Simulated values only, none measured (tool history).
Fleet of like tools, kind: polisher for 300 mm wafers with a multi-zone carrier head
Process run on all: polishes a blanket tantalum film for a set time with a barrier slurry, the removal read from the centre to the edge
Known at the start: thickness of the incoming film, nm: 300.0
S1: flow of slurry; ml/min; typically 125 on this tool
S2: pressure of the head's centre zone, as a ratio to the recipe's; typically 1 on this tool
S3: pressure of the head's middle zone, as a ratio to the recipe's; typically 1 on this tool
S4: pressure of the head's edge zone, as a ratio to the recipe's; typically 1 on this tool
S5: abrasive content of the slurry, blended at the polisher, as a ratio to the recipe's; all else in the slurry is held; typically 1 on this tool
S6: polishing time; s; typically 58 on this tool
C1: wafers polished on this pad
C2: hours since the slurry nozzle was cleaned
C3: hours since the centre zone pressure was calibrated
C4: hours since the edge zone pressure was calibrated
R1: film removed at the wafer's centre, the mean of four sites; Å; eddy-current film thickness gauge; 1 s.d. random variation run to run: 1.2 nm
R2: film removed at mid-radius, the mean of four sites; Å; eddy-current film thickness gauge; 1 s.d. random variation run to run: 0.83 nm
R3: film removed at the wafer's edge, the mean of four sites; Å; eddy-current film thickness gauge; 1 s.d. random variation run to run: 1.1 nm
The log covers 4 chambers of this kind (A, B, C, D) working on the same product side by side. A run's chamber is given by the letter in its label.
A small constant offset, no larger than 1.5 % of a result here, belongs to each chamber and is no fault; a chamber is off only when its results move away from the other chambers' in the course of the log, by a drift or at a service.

Run 1D, hour 5.8: usual settings; C1 291; C2 93.2; C3 387.5; C4 460. Result: R1 930.63 Å, R2 948.34 Å, R3 925.22 Å.
Run 2C, hour 10.5: usual settings; C1 667; C2 332; C3 258.8; C4 347.7. Result: R1 914.18 Å, R2 928.3 Å, R3 943.85 Å.
Run 3B, hour 15.3: usual settings; C1 179; C2 73.6; C3 809.5; C4 842.3. Result: R1 949.8 Å, R2 943.74 Å, R3 928.19 Å.
At hour 18.6: chamber A: centre zone pressure recalibrated.
Run 4A, hour 18.9: usual settings; C1 736; C2 149.1; C3 0.3; C4 142.9. Result: R1 950.7 Å, R2 928.03 Å, R3 929.15 Å.
Run 5C, hour 22.2: usual settings; C1 765; C2 343.7; C3 270.5; C4 359.4. Result: R1 922.73 Å, R2 942.01 Å, R3 929.96 Å.
Run 6B, hour 27.5: usual settings; C1 281; C2 85.8; C3 821.7; C4 854.5. Result: R1 942.46 Å, R2 930.88 Å, R3 918.28 Å.
At hour 29.3: chamber C: worn pad replaced by a new one.
Run 7A, hour 34.4: usual settings; C1 865; C2 164.6; C3 15.8; C4 158.4. Result: R1 926.88 Å, R2 921.17 Å, R3 922.76 Å.
Run 8D, hour 37.9: usual settings but S6 50 s; C1 558; C2 125.3; C3 419.6; C4 492.1. Result: R1 813.2 Å, R2 804.79 Å, R3 786.95 Å.
Run 9A, hour 41.5: usual settings but S6 50 s; C1 924; C2 171.7; C3 22.9; C4 165.5. Result: R1 789.63 Å, R2 797.48 Å, R3 782.89 Å.
At hour 43.7: chamber D: edge zone pressure recalibrated.
Run 10D, hour 45.4: usual settings but S6 50 s; C1 620; C2 132.8; C3 427.1; C4 1.7. Result: R1 810.31 Å, R2 827.58 Å, R3 818.82 Å.
Run 11B, hour 50.1: usual settings but S6 50 s; C1 469; C2 108.4; C3 844.3; C4 877.1. Result: R1 788.07 Å, R2 796.21 Å, R3 793.45 Å.
Run 12C, hour 55.9: usual settings; C1 221; C2 377.4; C3 304.2; C4 393.1. Result: R1 934.39 Å, R2 941.12 Å, R3 934.75 Å.
Run 13A, hour 61.3: usual settings but S3 0.95, S5 0.8; C1 1089; C2 191.5; C3 42.7; C4 185.3. Result: R1 867.22 Å, R2 814.98 Å, R3 840.59 Å.
Run 14B, hour 67.7: usual settings but S3 0.95, S5 0.8; C1 616; C2 126; C3 861.9; C4 894.7. Result: R1 852.83 Å, R2 807.93 Å, R3 844.89 Å.
Run 15C, hour 71.5: usual settings but S3 0.95, S5 0.8; C1 351; C2 393; C3 319.8; C4 408.7. Result: R1 856.15 Å, R2 827.79 Å, R3 886.93 Å.
Run 16D, hour 76.8: usual settings but S3 0.95, S5 0.8; C1 882; C2 164.2; C3 458.5; C4 33.1. Result: R1 869.16 Å, R2 834.45 Å, R3 871.12 Å.
Run 17C, hour 81.5: usual settings; C1 434; C2 403; C3 329.8; C4 418.7. Result: R1 933.27 Å, R2 945.03 Å, R3 945.57 Å.
At hour 83.2: chamber A: slurry nozzle cleaned.
At hour 85.4: chamber A: worn pad replaced by a new one.
Run 18B, hour 86.3: usual settings; C1 771; C2 144.6; C3 880.5; C4 913.3. Result: R1 879.27 Å, R2 896.74 Å, R3 921.49 Å.
Run 19A, hour 89.8: usual settings; C1 36; C2 6.6; C3 71.2; C4 213.8. Result: R1 925.07 Å, R2 925.11 Å, R3 930.4 Å.
At hour 94.1: chamber D: worn pad replaced by a new one.
Run 20D, hour 95.9: usual settings; C1 15; C2 183.3; C3 477.6; C4 52.2. Result: R1 918.68 Å, R2 945.15 Å, R3 934.19 Å.
Run 21A, hour 99.2: usual settings but S4 1.04, S5 1.15; C1 115; C2 16; C3 80.6; C4 223.2. Result: R1 959.56 Å, R2 982.49 Å, R3 958.74 Å.
Run 22C, hour 105.6: usual settings but S4 1.04, S5 1.15; C1 635; C2 427.1; C3 353.9; C4 442.8. Result: R1 975.94 Å, R2 972.57 Å, R3 981.81 Å.
Run 23D, hour 112.5: usual settings but S4 1.04, S5 1.15; C1 153; C2 199.9; C3 494.2; C4 68.8. Result: R1 979.22 Å, R2 981.26 Å, R3 984.54 Å.
Run 24B, hour 117.2: usual settings but S4 1.04, S5 1.15; C1 1028; C2 175.5; C3 911.4; C4 944.2. Result: R1 906.75 Å, R2 906.99 Å, R3 922.38 Å.
At hour 118.5: chamber B: worn pad replaced by a new one.
At hour 120: chamber C: worn pad replaced by a new one.
Run 25C, hour 121.2: usual settings; C1 10; C2 442.7; C3 369.5; C4 458.4. Result: R1 938.87 Å, R2 939.32 Å, R3 940.58 Å.
Run 26A, hour 126.9: usual settings; C1 345; C2 43.7; C3 108.3; C4 250.9. Result: R1 909.35 Å, R2 929.02 Å, R3 929.9 Å.
Run 27B, hour 130.1: usual settings but S2 1.06, S6 49 s; C1 96; C2 188.4; C3 924.3; C4 957.1. Result: R1 774.73 Å, R2 722.34 Å, R3 768.35 Å.
Run 28D, hour 133.5: usual settings but S2 1.06, S6 49 s; C1 328; C2 220.9; C3 515.2; C4 89.8. Result: R1 857.7 Å, R2 808.63 Å, R3 791.66 Å.
Run 29D, hour 139.1: usual settings but S2 1.06, S6 49 s; C1 374; C2 226.5; C3 520.8; C4 95.4. Result: R1 842.99 Å, R2 794.21 Å, R3 788.11 Å.
Run 30B, hour 143.9: usual settings but S2 1.06, S6 49 s; C1 211; C2 202.2; C3 938.1; C4 970.9. Result: R1 769.35 Å, R2 723.91 Å, R3 728.24 Å.
Run 31C, hour 149.3: usual settings; C1 244; C2 470.8; C3 397.6; C4 486.5. Result: R1 951.16 Å, R2 924.12 Å, R3 945.5 Å.
Run 32A, hour 155.8: usual settings; C1 586; C2 72.6; C3 137.2; C4 279.8. Result: R1 945.02 Å, R2 925.44 Å, R3 907.72 Å.
Run 33A, hour 162.1: usual settings; C1 638; C2 78.9; C3 143.5; C4 286.1. Result: R1 935.82 Å, R2 909.91 Å, R3 913.92 Å.
Run 34C, hour 168.9: usual settings; C1 407; C2 490.4; C3 417.2; C4 506.1. Result: R1 941.96 Å, R2 943.2 Å, R3 931.49 Å.
Run 35B, hour 172.4: usual settings; C1 448; C2 230.7; C3 966.6; C4 999.4. Result: R1 801.77 Å, R2 826.89 Å, R3 849.65 Å.
Run 36D, hour 177.2: usual settings but S4 0.96; C1 692; C2 264.6; C3 558.9; C4 133.5. Result: R1 933.51 Å, R2 936.59 Å, R3 920.04 Å.
Run 37C, hour 183.4: usual settings but S4 0.96; C1 528; C2 504.9; C3 431.7; C4 520.6. Result: R1 942.87 Å, R2 927.95 Å, R3 919.25 Å.
At hour 185: chamber B: edge zone pressure recalibrated.
Run 38A, hour 187.2: usual settings but S4 0.96; C1 847; C2 104; C3 168.6; C4 311.2. Result: R1 918.03 Å, R2 930.04 Å, R3 890.79 Å.
Run 39B, hour 192.3: usual settings but S4 0.96; C1 614; C2 250.6; C3 986.5; C4 7.4. Result: R1 803.48 Å, R2 806.27 Å, R3 813.06 Å.

One chamber off, gauge drift, or nothing amiss beyond the chambers' own small offsets? If it is a chamber, which one, and what is the likeliest cause?

It is chamber B that slowly wanders off from its peers.
Most likely cause: slurry flow missing at the pad, % = 40.9.

Chamber B could run next with any of the 4 candidate recipes listed below; each alters the usual settings, and their results appear as question marks. Which one brings its results back in line with what the other chambers deliver on the usual settings?
Counts as in line when no further than this from what the other chambers average on the usual settings: R1 41 Å; R2 29 Å; R3 38 Å
Run 40B-1, hour 197.2: usual settings but S1 120 ml/min, S2 0.99, S3 0.99, S4 1.01, S6 56 s. Result: R1 ?, R2 ?, R3 ?.
Run 40B-2, hour 197.2: usual settings but S1 140 ml/min, S2 1.03, S3 1.03, S4 0.97, S6 63 s. Result: R1 ?, R2 ?, R3 ?.
Run 40B-3, hour 197.2: usual settings but S1 130 ml/min, S2 1.01, S3 1.01, S4 0.99, S6 60 s. Result: R1 ?, R2 ?, R3 ?.
Run 40B-4, hour 197.2: usual settings but S1 110 ml/min, S2 0.97, S3 0.97, S4 1.03, S6 53 s. Result: R1 ?, R2 ?, R3 ?.

What the other chambers average on the usual settings: R1 927.32 Å; R2 934.66 Å; R3 927.16 Å
  run      R1      R2      R3
40B-1   733.4  748.29  801.67
40B-2  921.14  923.21  914.22
40B-3   832.6  841.49  865.85
40B-4  650.48  670.98  750.45
Change 40B-2 lands the chamber within the allowed miss of the other chambers.
